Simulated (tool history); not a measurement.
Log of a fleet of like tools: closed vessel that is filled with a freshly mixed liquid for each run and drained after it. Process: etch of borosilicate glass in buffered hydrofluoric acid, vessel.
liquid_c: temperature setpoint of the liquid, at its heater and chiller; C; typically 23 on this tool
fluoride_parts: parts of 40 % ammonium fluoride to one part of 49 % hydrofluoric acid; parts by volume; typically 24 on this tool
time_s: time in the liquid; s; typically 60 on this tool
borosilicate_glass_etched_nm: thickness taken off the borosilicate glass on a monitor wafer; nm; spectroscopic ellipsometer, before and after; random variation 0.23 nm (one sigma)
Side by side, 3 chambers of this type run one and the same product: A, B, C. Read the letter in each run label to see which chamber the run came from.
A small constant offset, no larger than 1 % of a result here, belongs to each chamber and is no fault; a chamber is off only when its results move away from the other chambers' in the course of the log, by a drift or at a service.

run   hour  liquid_c  fluoride_parts  time_s  read-back film thickness of the borosilicate glass reference wafer, read on the same gauge (nm)  borosilicate_glass_etched_nm
 1B    5.5        23              24      60                                                                                           30.008                        32.011
 2C   15.1        23              24      60                                                                                            29.99                        31.713
 3A   23.6        23              24      60                                                                                           30.003                        31.286
 4A   29.2        23              24      60                                                                                           30.023                        31.424
 5C   37.4        23              24      60                                                                                           30.011                        31.467
 6B   43.9        23              24      60                                                                                           30.005                        31.757
 7A   49.7      27.5            29.5      60                                                                                           30.002                        34.503
 8C   58.2      27.5            29.5      60                                                                                           29.971                        35.075
 9B   66.2      27.5            29.5      60                                                                                           29.979                        35.454
10B   71.1        23              17      60                                                                                           29.999                        41.668
      74.2  -- chamber A: thermometer replaced
11C   76.6        23              17      60                                                                                           29.981                        43.354
12A   86.8        23              17      60                                                                                           29.997                        41.824
13C   93.8        23              24      75                                                                                           30.011                        40.703
14A  102.3        23              24      75                                                                                               30                        39.464
15B  112.4        23              24      75                                                                                           29.992                        39.831
16B  118.6        23              24      60                                                                                            30.01                         31.99
17A  124.4        23              24      60                                                                                           29.983                        31.302
18C  132.8        23              24      60                                                                                           30.011                        33.586
19C  143.1        23              24      60                                                                                           29.998                        33.751
20A  148.6        23              24      60                                                                                           30.027                        31.449

Each of the 3 chambers runs these same settings next. Fill in every chamber's results:
21A  156.1        23              24      60                                                                                                                              ?
21B  156.1        23              24      60                                                                                                                              ?
21C  156.1        23              24      60                                                                                                                              ?

run  borosilicate_glass_etched_nm
21A                        31.213
21B                        31.412
21C                        33.983
